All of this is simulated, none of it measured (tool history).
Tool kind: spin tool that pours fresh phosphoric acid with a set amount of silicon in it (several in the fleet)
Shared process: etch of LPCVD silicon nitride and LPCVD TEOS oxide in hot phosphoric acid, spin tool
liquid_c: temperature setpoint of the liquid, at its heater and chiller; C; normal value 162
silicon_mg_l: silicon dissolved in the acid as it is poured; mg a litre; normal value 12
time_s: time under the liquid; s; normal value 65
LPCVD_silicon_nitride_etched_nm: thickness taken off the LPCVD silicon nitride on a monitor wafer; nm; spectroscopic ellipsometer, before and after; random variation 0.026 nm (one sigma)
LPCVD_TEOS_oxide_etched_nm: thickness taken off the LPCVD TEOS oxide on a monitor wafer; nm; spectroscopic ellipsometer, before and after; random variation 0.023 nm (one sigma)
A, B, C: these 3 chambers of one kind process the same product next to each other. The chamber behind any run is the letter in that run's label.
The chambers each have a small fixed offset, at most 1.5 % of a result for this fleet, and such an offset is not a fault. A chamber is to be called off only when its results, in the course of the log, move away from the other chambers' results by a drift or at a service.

run	hour	liquid_c	silicon_mg_l	time_s	read-back film thickness of the LPCVD silicon nitride reference wafer, read on the same gauge (nm)	read-back film thickness of the LPCVD TEOS oxide reference wafer, read on the same gauge (nm)	LPCVD_silicon_nitride_etched_nm	LPCVD_TEOS_oxide_etched_nm
1B	5.1	162	12	65	70.004	50.029	6.2543	0.42821
2C	8.4	162	12	65	70.014	49.956	6.3771	0.38809
3A	12	162	12	65	70.008	49.974	6.3031	0.38101
4B	16.7	162	12	65	69.997	49.991	6.3041	0.3976
5C	20.9	162	12	65	70.002	49.98	6.3364	0.377
6A	23.4	162	12	65	70.019	50.027	6.3089	0.36429
7A	27.4	163	12	65	69.997	49.947	6.5174	0.39614
8B	30.3	163	12	65	69.988	49.983	6.481	0.44253
9C	33.1	163	12	65	70.008	50.02	6.5882	0.41378
10C	37	162	12	65	69.995	50.006	6.3054	0.38895
11A	40	162	19.5	50	69.979	50.002	4.841	0.23077
12B	44.5	162	19.5	50	70.015	50.002	4.8348	0.23
13B	50	162	19.5	50	69.993	50.019	4.8346	0.27477
14A	54.7	162	12	65	70.009	49.999	6.2789	0.36778
15C	58.2	162	12	65	69.977	50.036	6.331	0.40336
16B	61.9	162	12	65	69.987	49.994	6.2664	0.42721
17A	66.7	159	12	30	69.969	49.99	2.6248	0.1588
18C	69.3	159	12	30	70.004	49.993	2.6658	0.1314
19A	72.5	159	12	30	69.991	50.029	2.636	0.1387
20C	75.8	162	12	65	69.966	50.016	6.3703	0.36927
21B	78.6	162	12	65	69.997	49.983	6.2484	0.40793
22B	82.3	162	12	65	69.992	49.992	6.2694	0.38893
23C	85.7	162	12	65	69.987	50.028	6.3684	0.37425
24A	89	162	12	65	70.001	50.029	6.3031	0.37176
25A	93.1	162	12	40	69.998	49.977	3.8565	0.25674
26B	97	162	12	40	69.984	50.04	3.8592	0.23435
27C	101.7	162	12	40	69.973	49.995	3.9326	0.2261

Next, every chamber runs the same settings. What will each give?
28A	105.8	163.5	12	65			?	?
28B	105.8	163.5	12	65			?	?
28C	105.8	163.5	12	65			?	?

run	LPCVD_silicon_nitride_etched_nm	LPCVD_TEOS_oxide_etched_nm
28A	6.6569	0.46716
28B	6.5519	0.44443
28C	6.655	0.41989

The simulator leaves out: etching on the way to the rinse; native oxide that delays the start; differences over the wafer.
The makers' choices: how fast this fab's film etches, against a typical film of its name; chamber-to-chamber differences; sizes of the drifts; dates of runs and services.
